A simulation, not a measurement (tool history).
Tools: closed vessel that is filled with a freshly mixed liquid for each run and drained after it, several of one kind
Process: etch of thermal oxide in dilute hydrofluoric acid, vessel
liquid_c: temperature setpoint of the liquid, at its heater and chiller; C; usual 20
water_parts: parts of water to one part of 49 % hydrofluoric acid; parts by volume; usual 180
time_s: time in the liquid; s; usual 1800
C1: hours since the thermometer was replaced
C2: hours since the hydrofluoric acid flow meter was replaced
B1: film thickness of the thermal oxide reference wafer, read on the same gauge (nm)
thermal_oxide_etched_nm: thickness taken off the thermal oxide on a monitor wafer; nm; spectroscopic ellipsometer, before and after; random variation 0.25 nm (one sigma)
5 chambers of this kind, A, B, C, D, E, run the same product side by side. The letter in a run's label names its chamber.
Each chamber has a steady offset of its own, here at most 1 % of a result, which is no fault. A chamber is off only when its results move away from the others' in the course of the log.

{"run": "1A", "day": 0.2, "liquid_c": 20, "water_parts": 180, "time_s": 1800, "C1": 307.5, "C2": 21.3, "B1": 120.02, "thermal_oxide_etched_nm": 36.514}
{"run": "2E", "day": 0.433, "liquid_c": 20, "water_parts": 180, "time_s": 1800, "C1": 623.9, "C2": 576.3, "B1": 120.01, "thermal_oxide_etched_nm": 35.942}
{"run": "3D", "day": 0.767, "liquid_c": 20, "water_parts": 180, "time_s": 1800, "C1": 556.0, "C2": 1524.4, "B1": 120.0, "thermal_oxide_etched_nm": 36.224}
{"run": "4C", "day": 1.038, "liquid_c": 20, "water_parts": 180, "time_s": 1800, "C1": 1825.1, "C2": 611.5, "B1": 120.0, "thermal_oxide_etched_nm": 36.604}
{"run": "5B", "day": 1.225, "liquid_c": 17, "water_parts": 180, "time_s": 2375, "C1": 444.5, "C2": 635.0, "B1": 120.01, "thermal_oxide_etched_nm": 42.929}
{"run": "6A", "day": 1.4, "liquid_c": 17, "water_parts": 180, "time_s": 2375, "C1": 336.3, "C2": 50.1, "B1": 120.0, "thermal_oxide_etched_nm": 42.959}
{"run": "7D", "day": 1.662, "liquid_c": 17, "water_parts": 180, "time_s": 2375, "C1": 577.5, "C2": 1545.9, "B1": 119.99, "thermal_oxide_etched_nm": 42.39}
{"run": "8E", "day": 2.021, "liquid_c": 17, "water_parts": 180, "time_s": 2375, "C1": 662.0, "C2": 614.4, "B1": 120.01, "thermal_oxide_etched_nm": 42.459}
{"run": "9B", "day": 2.275, "liquid_c": 17, "water_parts": 180, "time_s": 2375, "C1": 469.7, "C2": 660.2, "B1": 120.02, "thermal_oxide_etched_nm": 42.011}
{"run": "10C", "day": 2.6, "liquid_c": 20, "water_parts": 180, "time_s": 1800, "C1": 1862.6, "C2": 649.0, "B1": 120.0, "thermal_oxide_etched_nm": 36.464}
{"run": "11A", "day": 2.767, "liquid_c": 20, "water_parts": 180, "time_s": 1800, "C1": 369.1, "C2": 82.9, "B1": 119.99, "thermal_oxide_etched_nm": 36.373}
{"run": "12C", "day": 3.112, "liquid_c": 20, "water_parts": 180, "time_s": 1800, "C1": 1874.9, "C2": 661.3, "B1": 120.0, "thermal_oxide_etched_nm": 36.889}
{"run": "13B", "day": 3.346, "liquid_c": 20, "water_parts": 180, "time_s": 1800, "C1": 495.4, "C2": 685.9, "B1": 120.02, "thermal_oxide_etched_nm": 35.979}
{"run": "14E", "day": 3.558, "liquid_c": 20, "water_parts": 180, "time_s": 1800, "C1": 698.9, "C2": 651.3, "B1": 120.0, "thermal_oxide_etched_nm": 35.645}
{"run": "15D", "day": 3.921, "liquid_c": 20, "water_parts": 180, "time_s": 1800, "C1": 631.7, "C2": 1600.1, "B1": 120.02, "thermal_oxide_etched_nm": 37.325}
{"run": "16A", "day": 4.296, "liquid_c": 20, "water_parts": 180, "time_s": 1800, "C1": 405.8, "C2": 119.6, "B1": 120.01, "thermal_oxide_etched_nm": 36.237}
{"run": "17D", "day": 4.5, "liquid_c": 20, "water_parts": 180, "time_s": 1800, "C1": 645.6, "C2": 1614.0, "B1": 119.99, "thermal_oxide_etched_nm": 37.357}
{"run": "18C", "day": 4.804, "liquid_c": 20, "water_parts": 180, "time_s": 1800, "C1": 1915.5, "C2": 701.9, "B1": 120.0, "thermal_oxide_etched_nm": 36.162}
{"run": "19E", "day": 5.108, "liquid_c": 20, "water_parts": 180, "time_s": 1800, "C1": 736.1, "C2": 688.5, "B1": 120.03, "thermal_oxide_etched_nm": 36.243}
{"run": "20B", "day": 5.279, "liquid_c": 18, "water_parts": 180, "time_s": 1135, "C1": 541.8, "C2": 732.3, "B1": 120.0, "thermal_oxide_etched_nm": 20.902}
{"run": "21A", "day": 5.633, "liquid_c": 18, "water_parts": 180, "time_s": 1135, "C1": 437.9, "C2": 151.7, "B1": 120.03, "thermal_oxide_etched_nm": 21.323}
{"run": "22E", "day": 5.812, "liquid_c": 18, "water_parts": 180, "time_s": 1135, "C1": 753.0, "C2": 705.4, "B1": 119.99, "thermal_oxide_etched_nm": 21.162}
{"run": "23C", "day": 6.008, "liquid_c": 18, "water_parts": 180, "time_s": 1135, "C1": 1944.4, "C2": 730.8, "B1": 119.99, "thermal_oxide_etched_nm": 21.219}
{"run": "24D", "day": 6.354, "liquid_c": 18, "water_parts": 180, "time_s": 1135, "C1": 690.1, "C2": 1658.5, "B1": 120.0, "thermal_oxide_etched_nm": 22.274}
{"run": "25B", "day": 6.554, "liquid_c": 20, "water_parts": 180, "time_s": 1800, "C1": 572.4, "C2": 762.9, "B1": 120.0, "thermal_oxide_etched_nm": 36.082}
{"run": "26C", "day": 6.929, "liquid_c": 20, "water_parts": 125, "time_s": 2685, "C1": 1966.5, "C2": 752.9, "B1": 120.01, "thermal_oxide_etched_nm": 83.679}
{"run": "27B", "day": 7.121, "liquid_c": 20, "water_parts": 125, "time_s": 2685, "C1": 586.0, "C2": 776.5, "B1": 120.0, "thermal_oxide_etched_nm": 81.514}
{"run": "28A", "day": 7.308, "liquid_c": 20, "water_parts": 125, "time_s": 2685, "C1": 478.1, "C2": 191.9, "B1": 120.0, "thermal_oxide_etched_nm": 83.232}
{"run": "29E", "day": 7.679, "liquid_c": 20, "water_parts": 125, "time_s": 2685, "C1": 797.8, "C2": 750.2, "B1": 120.0, "thermal_oxide_etched_nm": 82.319}
{"run": "30D", "day": 8.004, "liquid_c": 20, "water_parts": 125, "time_s": 2685, "C1": 729.7, "C2": 1698.1, "B1": 120.01, "thermal_oxide_etched_nm": 88.459}
{"run": "31E", "day": 8.188, "liquid_c": 20, "water_parts": 180, "time_s": 1800, "C1": 810.0, "C2": 762.4, "B1": 120.0, "thermal_oxide_etched_nm": 35.981}
{"run": "32C", "day": 8.438, "liquid_c": 20, "water_parts": 180, "time_s": 1800, "C1": 2002.7, "C2": 789.1, "B1": 119.99, "thermal_oxide_etched_nm": 36.338}

What goes on in this fleet: one chamber off, a drifting gauge, or nothing beyond the chambers' own small offsets? Name the chamber and the cause, if any.

Chamber D drifts away from the others.
Cause: liquid hotter than its thermometer reads (K) = 2.22.
The log may not tell that from: hydrofluoric acid flow above the setpoint (%).

Here are 4 candidates for chamber D's next run, each the usual settings with a change, their results left as question marks. Which one brings its results back in line with what the others give on the usual settings?
In line means no further than this from the other chambers' mean on the usual settings: thermal_oxide_etched_nm 0.890 nm
{"run": "33D-1", "day": 8.717, "liquid_c": 20, "water_parts": 185, "time_s": 1725, "thermal_oxide_etched_nm": "?"}
{"run": "33D-2", "day": 8.717, "liquid_c": 20, "water_parts": 155, "time_s": 1800, "thermal_oxide_etched_nm": "?"}
{"run": "33D-3", "day": 8.717, "liquid_c": 20, "water_parts": 180, "time_s": 1530, "thermal_oxide_etched_nm": "?"}
{"run": "33D-4", "day": 8.717, "liquid_c": 22, "water_parts": 180, "time_s": 1800, "thermal_oxide_etched_nm": "?"}

The other chambers' mean on the usual settings: thermal_oxide_etched_nm 36.307 nm
run=33D-1 thermal_oxide_etched_nm=36.456
run=33D-2 thermal_oxide_etched_nm=46.729
run=33D-3 thermal_oxide_etched_nm=33.393
run=33D-4 thermal_oxide_etched_nm=42.417
33D-1 brings the chamber back in line.

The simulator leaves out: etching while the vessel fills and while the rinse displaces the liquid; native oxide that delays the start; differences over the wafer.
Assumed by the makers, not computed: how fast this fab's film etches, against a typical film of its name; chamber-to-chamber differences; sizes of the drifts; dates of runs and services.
